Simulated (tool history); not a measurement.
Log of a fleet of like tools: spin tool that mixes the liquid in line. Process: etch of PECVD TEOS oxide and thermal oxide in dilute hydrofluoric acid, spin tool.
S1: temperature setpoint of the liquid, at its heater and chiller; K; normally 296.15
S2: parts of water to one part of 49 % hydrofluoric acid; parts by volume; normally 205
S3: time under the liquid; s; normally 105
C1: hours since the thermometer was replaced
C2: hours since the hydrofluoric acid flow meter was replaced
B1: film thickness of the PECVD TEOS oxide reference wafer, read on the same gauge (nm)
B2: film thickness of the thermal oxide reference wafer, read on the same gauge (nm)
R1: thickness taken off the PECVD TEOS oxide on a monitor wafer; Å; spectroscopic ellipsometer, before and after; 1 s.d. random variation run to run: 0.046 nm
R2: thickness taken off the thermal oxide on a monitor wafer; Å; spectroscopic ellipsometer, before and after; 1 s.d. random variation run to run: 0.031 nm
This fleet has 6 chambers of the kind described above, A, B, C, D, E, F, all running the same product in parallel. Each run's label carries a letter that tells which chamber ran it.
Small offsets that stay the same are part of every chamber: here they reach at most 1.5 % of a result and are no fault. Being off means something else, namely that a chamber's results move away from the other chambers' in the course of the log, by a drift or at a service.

run 1F hour=3.8 | S1=296.15 S2=205 S3=105 | C1=257.5 C2=920.5 | B1=79.998 B2=80.069 | R1=54.78 R2=21.566
run 2C hour=10.6 | S1=296.15 S2=205 S3=105 | C1=1295.9 C2=1983.7 | B1=80.012 B2=79.97 | R1=54.326 R2=21.02
run 3D hour=16.2 | S1=296.15 S2=205 S3=105 | C1=452.1 C2=666.1 | B1=79.991 B2=79.956 | R1=53.359 R2=21.683
run 4A hour=21.2 | S1=296.15 S2=205 S3=105 | C1=1559.3 C2=803.9 | B1=80.006 B2=80.031 | R1=54.434 R2=21.9
run 5B hour=27.3 | S1=291.65 S2=205 S3=105 | C1=1935.9 C2=799.8 | B1=79.988 B2=79.962 | R1=45.565 R2=18.256
run 6E hour=32.7 | S1=291.65 S2=205 S3=105 | C1=1163.5 C2=233.3 | B1=80 B2=80.035 | R1=46.06 R2=17.779
run 7F hour=39.9 | S1=291.65 S2=205 S3=105 | C1=293.6 C2=956.6 | B1=80.003 B2=79.98 | R1=46.555 R2=18.261
run 8A hour=45.7 | S1=291.65 S2=205 S3=105 | C1=1583.8 C2=828.4 | B1=80.007 B2=80.024 | R1=45.246 R2=18.358
run 9E hour=51.5 | S1=291.65 S2=205 S3=105 | C1=1182.3 C2=252.1 | B1=80.003 B2=80.033 | R1=46.572 R2=18.359
run 10D hour=57.1 | S1=291.65 S2=205 S3=105 | C1=493 C2=707 | B1=80.014 B2=80.003 | R1=44.663 R2=18.404
run 11B hour=62.8 | S1=296.15 S2=205 S3=105 | C1=1971.4 C2=835.3 | B1=79.983 B2=79.982 | R1=54.75 R2=22.057
run 12C hour=70.1 | S1=296.15 S2=205 S3=105 | C1=1355.4 C2=2043.2 | B1=79.973 B2=80.02 | R1=54.547 R2=21.647
run 13C hour=77.8 | S1=296.15 S2=205 S3=105 | C1=1363.1 C2=2050.9 | B1=79.994 B2=80.018 | R1=54.437 R2=21.1
run 14D hour=85.8 | S1=300.65 S2=205 S3=55 | C1=521.7 C2=735.7 | B1=80.002 B2=79.994 | R1=33.339 R2=13.04
run 15B hour=89.8 | S1=300.65 S2=205 S3=55 | C1=1998.4 C2=862.3 | B1=80.008 B2=80.015 | R1=33.641 R2=13.016
run 16F hour=97 | S1=300.65 S2=205 S3=55 | C1=350.7 C2=1013.7 | B1=80.017 B2=79.978 | R1=34.14 R2=13.127
run 17E hour=105.3 | S1=300.65 S2=205 S3=55 | C1=1236.1 C2=305.9 | B1=79.993 B2=80.016 | R1=33.481 R2=13.275
run 18A hour=109.9 | S1=300.65 S2=205 S3=55 | C1=1648 C2=892.6 | B1=80.008 B2=80.027 | R1=33.006 R2=13.455
run 19E hour=115.2 | S1=300.65 S2=205 S3=55 | C1=1246 C2=315.8 | B1=79.996 B2=80.03 | R1=33.644 R2=13.452
run 20A hour=121.6 | S1=296.15 S2=205 S3=105 | C1=1659.7 C2=904.3 | B1=80.003 B2=80.004 | R1=53.956 R2=21.625
run 21F hour=126.2 | S1=296.15 S2=205 S3=105 | C1=379.9 C2=1042.9 | B1=79.993 B2=79.996 | R1=54.7 R2=21.678
run 22B hour=134 | S1=296.15 S2=205 S3=105 | C1=2042.6 C2=906.5 | B1=80.024 B2=79.989 | R1=55.211 R2=21.531
run 23D hour=141 | S1=296.15 S2=205 S3=105 | C1=576.9 C2=790.9 | B1=80.001 B2=79.991 | R1=52.196 R2=20.738
run 24C hour=145 | S1=296.15 S2=205 S3=105 | C1=1430.3 C2=2118.1 | B1=79.998 B2=80.003 | R1=55.195 R2=21.184
run 25B hour=150.6 | S1=296.15 S2=150 S3=105 | C1=2059.2 C2=923.1 | B1=79.98 B2=80.028 | R1=81.009 R2=31.5
run 26E hour=157.2 | S1=296.15 S2=150 S3=105 | C1=1288 C2=357.8 | B1=80.012 B2=80.013 | R1=78.581 R2=31.523
run 27F hour=162 | S1=296.15 S2=150 S3=105 | C1=415.7 C2=1078.7 | B1=80.008 B2=79.971 | R1=78.753 R2=31.27
run 28C hour=170.3 | S1=296.15 S2=150 S3=105 | C1=1455.6 C2=2143.4 | B1=79.984 B2=79.976 | R1=79.257 R2=30.548
run 29A hour=178.7 | S1=296.15 S2=150 S3=105 | C1=1716.8 C2=961.4 | B1=80 B2=79.963 | R1=79.297 R2=30.43
run 30D hour=183.9 | S1=296.15 S2=150 S3=105 | C1=619.8 C2=833.8 | B1=79.999 B2=79.982 | R1=74.433 R2=30.192
run 31F hour=188.6 | S1=296.15 S2=205 S3=105 | C1=442.3 C2=1105.3 | B1=80.005 B2=80.072 | R1=54.116 R2=21.354
-- hour=196.1 chamber F: hydrofluoric acid flow meter replaced
run 32A hour=196.3 | S1=296.15 S2=205 S3=105 | C1=1734.4 C2=979 | B1=79.986 B2=79.966 | R1=54.245 R2=21.866
run 33C hour=203.8 | S1=296.15 S2=205 S3=105 | C1=1489.1 C2=2176.9 | B1=79.989 B2=80.003 | R1=55.234 R2=20.828
-- hour=208.5 chamber B: hydrofluoric acid flow meter replaced
-- hour=209.6 chamber C: hydrofluoric acid flow meter replaced
run 34D hour=211.1 | S1=296.15 S2=285 S3=105 | C1=647 C2=861 | B1=79.985 B2=80.043 | R1=33.542 R2=13.304
run 35E hour=215.2 | S1=296.15 S2=285 S3=105 | C1=1346 C2=415.8 | B1=79.99 B2=79.978 | R1=36.889 R2=14.321
run 36B hour=219.1 | S1=296.15 S2=285 S3=105 | C1=2127.7 C2=10.6 | B1=79.999 B2=79.982 | R1=35.869 R2=14.147
run 37C hour=227.6 | S1=296.15 S2=285 S3=105 | C1=1512.9 C2=18 | B1=79.99 B2=80.022 | R1=36.235 R2=14.039
run 38F hour=235.1 | S1=296.15 S2=285 S3=105 | C1=488.8 C2=39 | B1=79.986 B2=79.964 | R1=36.422 R2=14.037
run 39D hour=241.6 | S1=296.15 S2=285 S3=105 | C1=677.5 C2=891.5 | B1=80.007 B2=79.985 | R1=32.729 R2=13.328

Does one chamber stand apart from the rest, does the shared gauge drift, or is all well apart from small per-chamber offsets? Give the chamber and the most likely cause, where there is one.

It is chamber D that slowly wanders off from its peers.
Cause: liquid colder than its thermometer reads (K) = 1.98.
The log may not separate it from: hydrofluoric acid flow below the setpoint (%).

Which of the 4 candidates below, each the usual settings with something changed and its results left as question marks, puts chamber D back in line with what the other chambers give on the usual settings?
In-line tolerance around the mean of the other chambers on the usual settings: R1 1.6 Å; R2 1.1 Å
run 40D-1 hour=247.8 | S1=296.15 S2=200 S3=110 | R1=? R2=?
run 40D-2 hour=247.8 | S1=296.15 S2=210 S3=100 | R1=? R2=?
run 40D-3 hour=247.8 | S1=296.15 S2=210 S3=105 | R1=? R2=?
run 40D-4 hour=247.8 | S1=296.15 S2=200 S3=105 | R1=? R2=?

The mean the other chambers reach with the usual settings: R1 54.534 Å; R2 21.47 Å
run=40D-1 R1=53.815 R2=21.562
run=40D-2 R1=46.092 R2=18.468
run=40D-3 R1=48.396 R2=19.391
run=40D-4 R1=51.369 R2=20.582
40D-1 puts the chamber back in line with the other chambers.
